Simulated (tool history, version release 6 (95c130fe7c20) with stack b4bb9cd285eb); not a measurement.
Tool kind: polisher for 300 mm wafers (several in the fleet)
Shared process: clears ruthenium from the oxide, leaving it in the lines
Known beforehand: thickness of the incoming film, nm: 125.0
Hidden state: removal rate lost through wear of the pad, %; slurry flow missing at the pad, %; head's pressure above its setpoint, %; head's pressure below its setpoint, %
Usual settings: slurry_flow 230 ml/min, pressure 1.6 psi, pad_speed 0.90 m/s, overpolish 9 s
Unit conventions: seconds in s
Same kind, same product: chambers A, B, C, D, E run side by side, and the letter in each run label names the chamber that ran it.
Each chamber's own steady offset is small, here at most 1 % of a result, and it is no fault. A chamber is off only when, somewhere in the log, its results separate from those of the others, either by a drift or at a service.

run,hour,slurry_flow,pressure,pad_speed,overpolish,wafers polished on this pad,hours since the slurry nozzle was cleaned,hours since the head pressure was calibrated,seconds
# hour 0.5: chamber B: worn pad replaced by a new one
# hour 3.2: chamber D: worn pad replaced by a new one
1D,9.5,230,1.6,0.90,9,58,413.5,60.5,160.20
# hour 13.1: chamber A: slurry nozzle cleaned
2E,15.1,230,1.6,0.90,9,698,276.8,420.9,157.91
# hour 16.7: chamber E: worn pad replaced by a new one
3A,24.5,230,1.6,0.90,9,626,11.4,235.1,161.91
4C,29.4,230,1.6,0.90,9,538,699.4,488.6,160.15
# hour 33.1: chamber C: slurry nozzle cleaned
5B,35.4,230,1.6,0.90,9,321,296.6,493.5,157.97
6E,43.5,230,1.6,0.90,9,247,305.2,449.3,159.85
7D,53.4,230,1.6,0.90,9,462,457.4,104.4,161.46
# hour 57.0: chamber C: worn pad replaced by a new one
8C,60.4,230,1.6,0.90,9,32,27.4,519.6,161.66
9A,66.7,230,1.6,0.90,9,1014,53.6,277.3,161.77
10B,73.9,230,1.6,0.90,9,675,335.1,532.0,160.70
11C,82.0,230,1.6,0.90,9,230,49.0,541.2,161.30
# hour 88.1: chamber E: worn pad replaced by a new one
12E,90.4,230,1.6,0.90,9,21,352.1,496.2,159.95
# hour 94.6: chamber A: worn pad replaced by a new one
# hour 98.3: chamber B: worn pad replaced by a new one
13A,100.2,230,1.6,0.90,9,51,87.1,310.8,160.54
# hour 103.6: chamber E: head pressure recalibrated
14B,108.4,230,1.6,0.90,9,92,369.6,566.5,161.08
15D,116.6,230,1.6,0.90,9,1043,520.6,167.6,161.37
# hour 118.3: chamber B: head pressure recalibrated
16E,124.3,230,1.6,0.90,9,333,386.0,20.7,171.15
# hour 129.1: chamber A: head pressure recalibrated
17A,130.4,230,1.6,0.90,9,329,117.3,1.3,161.20
18C,134.8,230,1.6,0.90,9,716,101.8,594.0,159.66
19B,140.1,230,1.6,0.90,9,384,401.3,21.9,161.15
20D,147.3,230,1.6,0.90,9,1326,551.3,198.3,162.60
21E,152.7,230,1.6,0.90,9,595,414.4,49.1,172.75
# hour 154.4: chamber D: worn pad replaced by a new one
22A,157.2,230,1.6,0.90,9,576,144.1,28.1,162.95
# hour 161.3: chamber C: worn pad replaced by a new one
# hour 166.1: chamber E: worn pad replaced by a new one
23C,166.1,170,2.0,0.90,9,44,133.1,625.3,135.02
24D,173.0,170,2.0,0.90,9,171,577.0,224.0,135.25
25B,178.9,170,2.0,0.90,9,741,440.1,60.7,132.07
# hour 181.6: chamber B: worn pad replaced by a new one
26B,184.8,170,2.0,0.90,9,29,446.0,66.6,133.38
27D,190.3,170,2.0,0.90,9,330,594.3,241.3,133.12
28A,195.3,230,1.6,0.90,9,926,182.2,66.2,162.96
29C,205.0,230,1.6,0.90,9,402,172.0,664.2,161.89
30E,212.0,230,1.6,0.90,9,423,473.7,108.4,172.46
31D,217.8,230,1.6,0.90,9,583,621.8,268.8,160.16
32B,225.4,230,1.6,0.90,9,403,486.6,107.2,161.60
33A,235.7,230,1.6,0.74,13,1298,222.6,106.6,195.67

All 5 chambers run these settings next. Forecast each chamber's results:
34A,243.1,230,1.6,0.90,9,,,,?
34B,243.1,230,1.6,0.90,9,,,,?
34C,243.1,230,1.6,0.90,9,,,,?
34D,243.1,230,1.6,0.90,9,,,,?
34E,243.1,230,1.6,0.90,9,,,,?

run,seconds
34A,162.12
34B,158.48
34C,162.60
34D,160.18
34E,171.59
